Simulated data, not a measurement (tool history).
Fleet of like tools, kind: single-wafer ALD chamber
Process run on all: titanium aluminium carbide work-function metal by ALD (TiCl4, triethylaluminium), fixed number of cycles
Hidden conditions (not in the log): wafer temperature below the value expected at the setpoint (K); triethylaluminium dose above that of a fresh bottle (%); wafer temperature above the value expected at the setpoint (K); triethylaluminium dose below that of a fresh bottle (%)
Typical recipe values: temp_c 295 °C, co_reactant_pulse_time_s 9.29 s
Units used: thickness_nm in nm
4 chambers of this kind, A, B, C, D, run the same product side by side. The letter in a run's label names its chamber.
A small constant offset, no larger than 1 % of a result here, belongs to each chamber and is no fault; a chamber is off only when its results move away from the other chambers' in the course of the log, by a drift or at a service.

run	day	temp_c	co_reactant_pulse_time_s	hours since the last thermocouple change	hours since the last triethylaluminium bottle change	read-back reference wafer on the same gauge, thickness_nm	thickness_nm
1D	0.175	295	9.29	1115.7	229.5	2.1298	1.9355
2A	0.417	295	9.29	1980.2	476.5	2.1297	1.9526
3B	0.692	295	9.29	847.3	481.9	2.1296	1.9528
4C	0.917	295	9.29	736.7	1035.0	2.1318	1.9336
5B	1.296	295	9.29	861.8	496.4	2.1306	1.9551
6C	1.671	295	9.29	754.8	1053.1	2.1289	1.9499
7A	1.867	295	9.29	2015.0	511.3	2.1296	1.9538
8D	2.221	295	9.29	1164.8	278.6	2.1285	1.9322
9D	2.442	295	9.29	1170.1	283.9	2.1300	1.9323
10C	2.608	295	9.29	777.3	1075.6	2.1291	1.9475
11B	2.817	295	9.29	898.3	532.9	2.1303	1.9499
12A	3.112	295	9.29	2044.9	541.2	2.1297	1.9489
13C	3.342	295	9.29	794.9	1093.2	2.1327	1.9481
# day 3.400: chamber C: triethylaluminium bottle replaced
# day 3.554: chamber A: thermocouple changed; heater temperature recalibrated
14B	3.683	295	9.29	919.1	553.7	2.1291	1.9508
15D	3.908	295	9.29	1205.3	319.1	2.1304	1.9290
16A	4.112	303	7.85	13.4	565.2	2.1317	1.9681
17A	4.417	303	7.85	20.7	572.5	2.1318	1.9715
18B	4.604	303	7.85	941.2	575.8	2.1302	1.9702
19D	4.858	303	7.85	1228.1	341.9	2.1285	1.9282
20C	5.175	289	7.90	838.9	42.7	2.1277	1.8421
21B	5.412	289	7.90	960.6	595.2	2.1287	1.8459
22D	5.583	289	7.90	1245.5	359.3	2.1309	1.8226
23C	5.758	289	7.90	852.9	56.7	2.1306	1.8444
24A	6.008	295	9.29	58.9	610.7	2.1303	1.9497
25C	6.296	295	9.29	865.8	69.6	2.1304	1.9506
26A	6.625	295	9.29	73.7	625.5	2.1301	1.9507
27D	6.975	295	9.29	1278.9	392.7	2.1309	1.9230
28B	7.154	295	9.29	1002.4	637.0	2.1300	1.9422
29B	7.396	295	9.29	1008.2	642.8	2.1280	1.9459
30A	7.650	295	9.29	98.3	650.1	2.1320	1.9465
31D	7.825	295	9.29	1299.3	413.1	2.1301	1.9355
32C	8.025	295	9.29	907.3	111.1	2.1289	1.9435
33B	8.279	295	9.29	1029.4	664.0	2.1296	1.9524
34D	8.521	295	9.29	1316.0	429.8	2.1319	1.9262
35C	8.721	295	9.29	924.0	127.8	2.1324	1.9485
36A	8.988	295	9.29	130.4	682.2	2.1309	1.9529
37A	9.338	295	9.29	138.8	690.6	2.1297	1.9514
38B	9.538	295	9.29	1059.6	694.2	2.1297	1.9581
39D	9.833	295	9.29	1347.5	461.3	2.1297	1.9318
40C	10.046	295	9.29	955.8	159.6	2.1285	1.9475
41B	10.267	295	8.03	1077.1	711.7	2.1298	1.8960
42C	10.579	295	8.03	968.6	172.4	2.1278	1.9015
43A	10.900	295	8.03	176.3	728.1	2.1310	1.9133
44D	11.217	295	8.03	1380.7	494.5	2.1303	1.8866

Is one chamber off against the others, does the gauge drift, or is nothing wrong? If a chamber is off, say which, and what the likeliest cause is.

Neither any chamber nor the gauge drifts; the chambers differ only by their own small, steady offsets.
